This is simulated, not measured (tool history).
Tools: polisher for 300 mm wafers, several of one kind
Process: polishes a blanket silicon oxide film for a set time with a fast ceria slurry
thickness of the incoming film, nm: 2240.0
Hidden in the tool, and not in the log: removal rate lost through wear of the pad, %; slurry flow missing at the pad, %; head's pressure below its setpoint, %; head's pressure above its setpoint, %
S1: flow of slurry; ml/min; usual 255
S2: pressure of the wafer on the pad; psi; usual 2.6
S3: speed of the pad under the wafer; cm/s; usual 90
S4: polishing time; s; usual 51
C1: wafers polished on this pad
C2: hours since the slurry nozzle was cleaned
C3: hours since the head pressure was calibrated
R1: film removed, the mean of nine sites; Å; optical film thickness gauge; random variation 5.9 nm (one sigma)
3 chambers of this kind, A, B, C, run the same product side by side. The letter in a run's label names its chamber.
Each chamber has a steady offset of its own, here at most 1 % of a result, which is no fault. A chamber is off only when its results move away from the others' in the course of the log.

| run | hour | S1 | S2 | S3 | S4 | C1 | C2 | C3 | R1 |
|---|---|---|---|---|---|---|---|---|---|
| 1C | 4.6 | 255 | 2.6 | 90 | 51 | 374 | 86.4 | 720.8 | 6624.7 |
| 2A | 10.5 | 255 | 2.6 | 90 | 51 | 1338 | 37.7 | 302.6 | 6722.6 |
|  | 14.0 | chamber C: worn pad replaced by a new one |
| 3B | 18.6 | 255 | 2.6 | 90 | 51 | 347 | 326.6 | 661.6 | 6800.1 |
|  | 19.1 | chamber A: worn pad replaced by a new one |
| 4B | 26.4 | 255 | 2.6 | 90 | 51 | 405 | 334.4 | 669.4 | 6809.8 |
| 5A | 31.9 | 255 | 2.6 | 90 | 51 | 96 | 59.1 | 324.0 | 6815.8 |
| 6C | 39.0 | 255 | 2.6 | 90 | 51 | 187 | 120.8 | 755.2 | 6630.2 |
| 7A | 47.1 | 255 | 2.6 | 90 | 51 | 210 | 74.3 | 339.2 | 6729.0 |
| 8B | 51.7 | 255 | 2.6 | 90 | 51 | 595 | 359.7 | 694.7 | 6801.3 |
| 9C | 58.9 | 255 | 2.6 | 90 | 51 | 336 | 140.7 | 775.1 | 6639.5 |
| 10C | 66.2 | 255 | 2.6 | 90 | 51 | 391 | 148.0 | 782.4 | 6744.4 |
| 11A | 71.4 | 255 | 2.6 | 90 | 51 | 392 | 98.6 | 363.5 | 6670.0 |
| 12B | 77.1 | 255 | 2.6 | 90 | 51 | 786 | 385.1 | 720.1 | 6710.0 |
| 13A | 85.2 | 255 | 2.6 | 90 | 51 | 496 | 112.4 | 377.3 | 6598.7 |
| 14C | 90.7 | 255 | 2.6 | 90 | 51 | 575 | 172.5 | 806.9 | 6576.9 |
|  | 91.2 | chamber C: worn pad replaced by a new one |
| 15B | 94.5 | 255 | 2.6 | 90 | 51 | 916 | 402.5 | 737.5 | 6452.6 |
|  | 101.4 | chamber A: head pressure recalibrated |
| 16B | 101.4 | 255 | 2.6 | 90 | 51 | 968 | 409.4 | 744.4 | 6568.4 |
| 17C | 105.8 | 255 | 2.6 | 90 | 51 | 109 | 187.6 | 822.0 | 6727.1 |
| 18A | 113.6 | 255 | 2.6 | 90 | 51 | 709 | 140.8 | 12.3 | 6671.9 |
| 19A | 121.2 | 255 | 2.6 | 90 | 51 | 766 | 148.4 | 19.9 | 6622.4 |
| 20C | 125.7 | 215 | 2.6 | 90 | 51 | 259 | 207.5 | 841.9 | 6628.3 |
| 21B | 133.4 | 215 | 2.6 | 90 | 51 | 1208 | 441.4 | 776.4 | 6354.5 |
| 22B | 138.7 | 215 | 2.6 | 90 | 51 | 1248 | 446.7 | 781.7 | 6393.2 |
| 23A | 143.4 | 255 | 2.6 | 90 | 51 | 932 | 170.6 | 42.1 | 6812.4 |
| 24C | 151.0 | 255 | 2.6 | 90 | 51 | 448 | 232.8 | 867.2 | 6526.3 |
|  | 151.9 | chamber C: worn pad replaced by a new one |
| 25C | 158.8 | 255 | 2.6 | 90 | 51 | 52 | 240.6 | 875.0 | 6766.0 |
| 26A | 166.2 | 255 | 2.6 | 90 | 51 | 1103 | 193.4 | 64.9 | 6775.9 |
| 27B | 173.3 | 255 | 2.6 | 90 | 51 | 1507 | 481.3 | 816.3 | 6287.7 |
| 28C | 180.9 | 255 | 2.6 | 90 | 43 | 217 | 262.7 | 897.1 | 5621.2 |
| 29A | 186.2 | 255 | 2.6 | 90 | 43 | 1253 | 213.4 | 84.9 | 5695.5 |
| 30B | 190.5 | 255 | 2.6 | 90 | 43 | 1636 | 498.5 | 833.5 | 5211.3 |

All 3 chambers run these settings next. Forecast each chamber's results:
| 31A | 196.3 | 255 | 2.6 | 90 | 51 |  |  |  | ? |
| 31B | 196.3 | 255 | 2.6 | 90 | 51 |  |  |  | ? |
| 31C | 196.3 | 255 | 2.6 | 90 | 51 |  |  |  | ? |

| run | R1 |
|---|---|
| 31A | 6759.9 |
| 31B | 6143.3 |
| 31C | 6675.8 |

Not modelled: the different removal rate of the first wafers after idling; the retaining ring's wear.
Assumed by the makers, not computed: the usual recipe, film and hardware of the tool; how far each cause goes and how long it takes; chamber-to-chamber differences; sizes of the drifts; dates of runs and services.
